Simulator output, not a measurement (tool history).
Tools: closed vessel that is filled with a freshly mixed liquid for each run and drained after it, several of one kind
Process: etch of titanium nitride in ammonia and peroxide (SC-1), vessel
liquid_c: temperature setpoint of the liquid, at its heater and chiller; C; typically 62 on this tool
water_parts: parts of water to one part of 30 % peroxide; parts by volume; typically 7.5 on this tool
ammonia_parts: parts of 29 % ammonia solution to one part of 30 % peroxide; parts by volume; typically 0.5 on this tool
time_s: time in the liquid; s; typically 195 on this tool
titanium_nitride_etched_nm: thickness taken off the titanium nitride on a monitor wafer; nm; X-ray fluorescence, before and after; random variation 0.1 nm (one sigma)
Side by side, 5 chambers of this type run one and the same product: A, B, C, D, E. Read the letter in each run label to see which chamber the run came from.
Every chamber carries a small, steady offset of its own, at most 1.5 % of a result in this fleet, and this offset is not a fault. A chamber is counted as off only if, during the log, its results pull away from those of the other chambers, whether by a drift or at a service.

| run | hour | liquid_c | water_parts | ammonia_parts | time_s | read-back film thickness of the titanium nitride reference wafer, read on the same gauge (nm) | titanium_nitride_etched_nm |
|---|---|---|---|---|---|---|---|
| 1A | 7.2 | 62 | 7.5 | 0.5 | 195 | 129.98 | 20.64 |
| 2D | 20 | 62 | 7.5 | 0.5 | 195 | 130.02 | 20.406 |
| 3E | 30.8 | 62 | 7.5 | 0.5 | 195 | 130.03 | 20.478 |
| 4C | 37.1 | 62 | 7.5 | 0.5 | 195 | 129.96 | 20.559 |
| 5B | 50.4 | 62 | 7.5 | 0.5 | 195 | 130 | 20.916 |
| 6C | 62.7 | 62 | 7.5 | 0.5 | 195 | 130 | 20.588 |
| 7A | 76.4 | 62 | 7.5 | 0.5 | 195 | 130.01 | 20.533 |
| 8D | 88.2 | 62 | 7.5 | 0.5 | 195 | 129.98 | 20.284 |
| 9E | 95.7 | 62 | 7.5 | 0.5 | 195 | 130.04 | 20.608 |
| 10B | 106.4 | 62 | 7.5 | 0.5 | 195 | 130 | 21.056 |
| 11C | 113.2 | 62 | 7.5 | 0.5 | 195 | 129.97 | 20.689 |
| 12D | 122 | 62 | 7.5 | 0.5 | 195 | 130 | 20.648 |
| 13A | 135.2 | 62 | 7.5 | 0.7 | 195 | 130 | 21.652 |
|  | 142.7 | chamber E: new drum of ammonia solution connected |
| 14B | 149 | 62 | 7.5 | 0.7 | 195 | 129.96 | 22.325 |
| 15E | 159.1 | 62 | 7.5 | 0.7 | 195 | 130.02 | 21.798 |
| 16B | 165.6 | 62 | 7.5 | 0.7 | 195 | 129.99 | 22.362 |
| 17D | 172.3 | 62 | 7.5 | 0.7 | 195 | 130 | 21.672 |
| 18C | 181.8 | 62 | 7.5 | 0.5 | 195 | 129.99 | 20.676 |
| 19A | 194.6 | 69 | 7.5 | 0.5 | 255 | 130.03 | 41.738 |
| 20E | 202.1 | 69 | 7.5 | 0.5 | 255 | 130.02 | 41.923 |
| 21A | 209.5 | 69 | 7.5 | 0.5 | 255 | 130.02 | 41.707 |
|  | 221.3 | chamber A: new drum of ammonia solution connected |
| 22C | 221.8 | 69 | 7.5 | 0.5 | 255 | 130.01 | 42.252 |
| 23B | 231.8 | 69 | 7.5 | 0.5 | 255 | 130 | 43.042 |
| 24E | 241.9 | 62 | 7.5 | 0.5 | 195 | 129.99 | 20.563 |
| 25D | 252.6 | 62 | 7.5 | 0.5 | 195 | 130 | 20.414 |
| 26C | 261.4 | 62 | 7.5 | 0.5 | 195 | 130 | 20.919 |
| 27A | 268.8 | 62 | 7.5 | 0.5 | 195 | 130.06 | 20.651 |
| 28B | 278.5 | 62 | 7.5 | 0.5 | 195 | 130.02 | 21.433 |
| 29D | 287.5 | 62 | 7.5 | 0.5 | 195 | 130.02 | 20.536 |
| 30E | 300 | 62 | 7.5 | 0.5 | 195 | 129.98 | 20.692 |
| 31C | 307.2 | 62 | 7.5 | 0.5 | 195 | 130.02 | 20.562 |
| 32D | 314.8 | 62 | 7.5 | 0.5 | 195 | 129.95 | 20.417 |
| 33A | 321.6 | 62 | 7.5 | 0.5 | 195 | 129.99 | 20.518 |
| 34E | 327.9 | 62 | 7.5 | 0.5 | 195 | 129.96 | 20.599 |
| 35B | 335.4 | 62 | 7.5 | 0.5 | 195 | 129.97 | 21.415 |
| 36B | 349.1 | 62 | 7.5 | 0.7 | 195 | 130.01 | 22.889 |
| 37A | 355.8 | 62 | 7.5 | 0.7 | 195 | 129.99 | 21.876 |
| 38E | 369.4 | 62 | 7.5 | 0.7 | 195 | 130.01 | 21.797 |
| 39C | 378.4 | 62 | 7.5 | 0.7 | 195 | 129.97 | 21.87 |
| 40D | 386.6 | 62 | 7.5 | 0.7 | 195 | 129.99 | 21.673 |
| 41D | 395.4 | 62 | 7.5 | 0.5 | 195 | 129.97 | 20.511 |

Has any chamber moved away from the others, gradually or after a service, or does the common gauge drift, or do the chambers differ only by their own small steady offsets? State the chamber and the most likely cause if one applies.

Little by little, chamber B moves away from the other chambers.
Cause: liquid hotter than its thermometer reads (K) = 0.643.

Chamber B could run next with any of the 4 candidate recipes listed below; each alters the usual settings, and their results appear as question marks. Which one brings its results back in line with what the other chambers deliver on the usual settings?
To be in line, a result may differ from the other chambers' mean on the usual settings by at most: titanium_nitride_etched_nm 0.36 nm
| 42B-1 | 405.7 | 61.5 | 7.5 | 0.5 | 190 |  | ? |
| 42B-2 | 405.7 | 62.5 | 7.5 | 0.5 | 200 |  | ? |
| 42B-3 | 405.7 | 62 | 7.5 | 0.5 | 190 |  | ? |
| 42B-4 | 405.7 | 62 | 7.5 | 0.5 | 200 |  | ? |

Usual-settings mean across the other chambers: titanium_nitride_etched_nm 20.59 nm
| run | titanium_nitride_etched_nm |
|---|---|
| 42B-1 | 20.522 |
| 42B-2 | 23.027 |
| 42B-3 | 21.182 |
| 42B-4 | 22.297 |
42B-1 brings the chamber back in line.

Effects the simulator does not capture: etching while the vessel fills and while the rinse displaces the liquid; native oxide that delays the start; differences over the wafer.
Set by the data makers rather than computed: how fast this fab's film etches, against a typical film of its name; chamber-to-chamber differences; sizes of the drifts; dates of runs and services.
